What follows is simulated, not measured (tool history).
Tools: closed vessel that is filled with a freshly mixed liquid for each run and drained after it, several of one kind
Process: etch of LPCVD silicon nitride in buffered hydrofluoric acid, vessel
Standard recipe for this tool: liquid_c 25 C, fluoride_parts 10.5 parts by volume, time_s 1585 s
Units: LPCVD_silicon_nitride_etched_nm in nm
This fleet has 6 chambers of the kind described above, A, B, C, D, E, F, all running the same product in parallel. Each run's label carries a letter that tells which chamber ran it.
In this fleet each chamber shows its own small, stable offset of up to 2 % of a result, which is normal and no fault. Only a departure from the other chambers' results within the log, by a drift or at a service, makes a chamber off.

run   hour  liquid_c  fluoride_parts  time_s  hours since the thermometer was replaced  hours since the hydrofluoric acid flow meter was replaced  read-back film thickness of the LPCVD silicon nitride reference wafer, read on the same gauge (nm)  LPCVD_silicon_nitride_etched_nm
 1C    8.7        25            10.5    1585                                      1872                                                      998.1                                                                                              50.043                           22.061
 2F   17.2        25            10.5    1585                                    1546.9                                                      527.6                                                                                               50.02                           22.086
 3A   21.9        25            10.5    1585                                    1841.9                                                        589                                                                                              49.949                           21.938
 4B     28        25            10.5    1585                                     545.9                                                      422.9                                                                                              50.031                           22.142
 5D   36.8        25            10.5    1585                                    1093.3                                                      221.5                                                                                              50.004                           22.513
 6E   41.4        25               7    1205                                     308.2                                                      879.9                                                                                              49.999                           24.456
 7F   51.5        25               7    1205                                    1581.2                                                      561.9                                                                                              49.984                           24.769
 8D   57.8        25               7    1205                                    1114.3                                                      242.5                                                                                               49.98                            24.83
 9E     63        25               7    1205                                     329.8                                                      901.5                                                                                              50.036                           24.461
10C   71.6        25               7    1205                                    1934.9                                                       1061                                                                                              50.038                           24.796
11A   76.8        25               7    1205                                    1896.8                                                      643.9                                                                                              49.973                           24.274
12B   84.7        25            10.5    1585                                     602.6                                                      479.6                                                                                              49.995                           22.213
13F   93.6        25            10.5    1585                                    1623.3                                                        604                                                                                              50.039                           22.142
14E  101.4        25            10.5    1585                                     368.2                                                      939.9                                                                                              50.035                           22.399
15A    112        25            10.5    1585                                      1932                                                      679.1                                                                                               49.99                           21.662
16D  119.6        25            10.5     840                                    1176.1                                                      304.3                                                                                              50.021                           11.936
17C    127        25            10.5     840                                    1990.3                                                     1116.4                                                                                              49.994                            11.61
     127.2  -- chamber A: hydrofluoric acid flow meter replaced
18B  137.5        25            10.5     840                                     655.4                                                      532.4                                                                                              50.015                           11.741
19E  143.1        25            10.5     840                                     409.9                                                      981.6                                                                                              49.977                           11.873
20D  148.3        25            10.5     840                                    1204.8                                                        333                                                                                              50.025                           11.854
21B  156.5        25            10.5     840                                     674.4                                                      551.4                                                                                              49.944                           11.783
22C  162.9        25            10.5    1585                                    2026.2                                                     1152.3                                                                                              50.026                           21.995
     165.3  -- chamber B: thermometer replaced
23F  168.9        25            10.5    1585                                    1698.6                                                      679.3                                                                                              50.013                           22.137
24A  179.2        25            10.5     980                                    1999.2                                                         52                                                                                              50.017                           13.482
     183.4  -- chamber F: thermometer replaced
25A  184.1        25            10.5     980                                    2004.1                                                       56.9                                                                                              50.049                           13.586
26D  191.4        25            10.5     980                                    1247.9                                                      376.1                                                                                              50.018                           13.849
27F    198        25            10.5     980                                      14.7                                                      708.4                                                                                              50.012                           13.639
28B    208        25            10.5     980                                      42.8                                                      602.9                                                                                              50.011                           13.745
29C  218.4        25            10.5     980                                    2081.7                                                     1207.8                                                                                              50.011                           13.707
30E  227.4        25            10.5    1585                                     494.2                                                     1065.9                                                                                              49.972                           22.803
31F  237.9        25            10.5    1585                                      54.6                                                      748.3                                                                                               49.94                           22.056
32D  246.3        25            10.5    1585                                    1302.8                                                        431                                                                                              50.061                           22.441
     247.6  -- chamber D: thermometer replaced
33E  253.4        25            10.5    1585                                     520.2                                                     1091.9                                                                                               49.97                           22.968
34B  261.8        25            10.5    1585                                      96.6                                                      656.7                                                                                               50.01                            22.28
35C  272.2        25            10.5    1585                                    2135.5                                                     1261.6                                                                                              49.983                           22.161
     277.3  -- chamber F: hydrofluoric acid flow meter replaced
36A  280.3        25            10.5    1585                                    2100.3                                                      153.1                                                                                               50.01                           21.925
37B  285.7        25            10.5    1585                                     120.5                                                      680.6                                                                                               49.99                            22.28
38C  294.7        25               7    2430                                      2158                                                     1284.1                                                                                              50.003                           50.091
39E  300.3        25               7    2430                                     567.1                                                     1138.8                                                                                              50.006                           51.699
40F  310.1        25               7    2430                                     126.8                                                       32.9                                                                                              49.986                            49.58
41D  318.6        25               7    2430                                      71.1                                                      503.3                                                                                              49.966                           50.375
42A  324.3        25               7    2430                                    2144.3                                                      197.1                                                                                              50.065                           49.068
43A  332.7        25               7    2430                                    2152.7                                                      205.5                                                                                              50.038                           48.852

Read the log: is a single chamber off, either drifting away or since a service, is the gauge that measures every chamber drifting, or is nothing wrong beyond small per-chamber offsets? Name any odd chamber and what most likely caused it.

It is chamber E that slowly wanders off from its peers.
What lies behind it: liquid hotter than its thermometer reads (K) = 0.984.
Not necessarily distinguishable in this log from: hydrofluoric acid flow above the setpoint (%).

Chamber E could run next with any of the 4 candidate recipes listed below; each alters the usual settings, and their results appear as question marks. Which one brings its results back in line with what the other chambers deliver on the usual settings?
In-line tolerance around the mean of the other chambers on the usual settings: LPCVD_silicon_nitride_etched_nm 0.3 nm
44E-1  340.3        25            10.5    1515                                                                                                                                                                                                                                         ?
44E-2  340.3        25             9.5    1585                                                                                                                                                                                                                                         ?
44E-3  340.3        25            10.5    1465                                                                                                                                                                                                                                         ?
44E-4  340.3        25            10.5    1660                                                                                                                                                                                                                                         ?

Usual-settings mean across the other chambers: LPCVD_silicon_nitride_etched_nm 22.158 nm
  run  LPCVD_silicon_nitride_etched_nm
44E-1                           22.223
44E-2                            25.14
44E-3                           21.489
44E-4                            24.35
It is 44E-1 that realigns the chamber with its peers.
